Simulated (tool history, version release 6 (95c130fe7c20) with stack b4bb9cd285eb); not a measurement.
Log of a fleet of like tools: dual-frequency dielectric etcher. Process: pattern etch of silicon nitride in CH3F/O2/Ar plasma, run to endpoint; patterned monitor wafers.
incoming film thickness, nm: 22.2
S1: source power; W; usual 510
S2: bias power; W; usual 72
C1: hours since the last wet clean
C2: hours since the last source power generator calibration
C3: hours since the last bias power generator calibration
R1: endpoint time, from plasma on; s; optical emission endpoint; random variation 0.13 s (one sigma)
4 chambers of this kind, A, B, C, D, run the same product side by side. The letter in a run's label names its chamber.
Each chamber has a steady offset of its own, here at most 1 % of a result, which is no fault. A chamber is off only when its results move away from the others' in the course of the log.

| run | hour | S1 | S2 | C1 | C2 | C3 | R1 |
|---|---|---|---|---|---|---|---|
| 1B | 8.3 | 510 | 72 | 47.2 | 3485.2 | 2617.2 | 29.219 |
| 2D | 16.0 | 510 | 72 | 195.4 | 359.5 | 1348.8 | 29.237 |
| 3A | 22.7 | 510 | 72 | 277.4 | 1061.3 | 1272.3 | 29.326 |
| 4C | 32.3 | 510 | 72 | 407.8 | 756.7 | 2570.8 | 29.600 |
| 5C | 41.0 | 510 | 72 | 416.5 | 765.4 | 2579.5 | 29.532 |
| 6D | 51.2 | 510 | 72 | 230.6 | 394.7 | 1384.0 | 29.372 |
| 7A | 60.5 | 510 | 72 | 315.2 | 1099.1 | 1310.1 | 28.884 |
| 8B | 69.3 | 510 | 59 | 108.2 | 3546.2 | 2678.2 | 31.109 |
| 9B | 75.4 | 510 | 59 | 114.3 | 3552.3 | 2684.3 | 31.337 |
|  | 75.9 | chamber C: wet clean of the chamber |
| 10D | 81.8 | 510 | 59 | 261.2 | 425.3 | 1414.6 | 31.522 |
| 11A | 88.2 | 510 | 59 | 342.9 | 1126.8 | 1337.8 | 30.805 |
| 12C | 96.2 | 510 | 72 | 20.3 | 820.6 | 2634.7 | 29.556 |
| 13D | 104.2 | 510 | 72 | 283.6 | 447.7 | 1437.0 | 29.218 |
| 14A | 109.0 | 510 | 72 | 363.7 | 1147.6 | 1358.6 | 28.890 |
| 15B | 115.1 | 640 | 86 | 154.0 | 3592.0 | 2724.0 | 25.322 |
| 16C | 122.8 | 640 | 86 | 46.9 | 847.2 | 2661.3 | 25.535 |
| 17C | 128.9 | 640 | 86 | 53.0 | 853.3 | 2667.4 | 25.553 |
| 18D | 136.1 | 640 | 86 | 315.5 | 479.6 | 1468.9 | 25.270 |
| 19A | 146.2 | 510 | 72 | 400.9 | 1184.8 | 1395.8 | 28.734 |
| 20B | 151.2 | 510 | 72 | 190.1 | 3628.1 | 2760.1 | 29.037 |
| 21D | 156.8 | 510 | 72 | 336.2 | 500.3 | 1489.6 | 29.448 |
| 22B | 167.5 | 510 | 72 | 206.4 | 3644.4 | 2776.4 | 29.141 |
| 23A | 174.1 | 510 | 72 | 428.8 | 1212.7 | 1423.7 | 28.675 |
| 24C | 179.2 | 510 | 72 | 103.3 | 903.6 | 2717.7 | 29.536 |
|  | 184.1 | chamber C: bias power generator calibrated |
| 25B | 189.7 | 510 | 72 | 228.6 | 3666.6 | 2798.6 | 29.280 |
| 26D | 194.7 | 510 | 72 | 374.1 | 538.2 | 1527.5 | 29.274 |
| 27C | 202.5 | 510 | 72 | 126.6 | 926.9 | 18.5 | 29.453 |
| 28A | 209.2 | 630 | 72 | 463.9 | 1247.8 | 1458.8 | 26.370 |

Next, every chamber runs the same settings. What will each give?
| 29A | 216.9 | 510 | 72 |  |  |  | ? |
| 29B | 216.9 | 510 | 72 |  |  |  | ? |
| 29C | 216.9 | 510 | 72 |  |  |  | ? |
| 29D | 216.9 | 510 | 72 |  |  |  | ? |

| run | R1 |
|---|---|
| 29A | 28.282 |
| 29B | 29.375 |
| 29C | 29.684 |
| 29D | 29.237 |
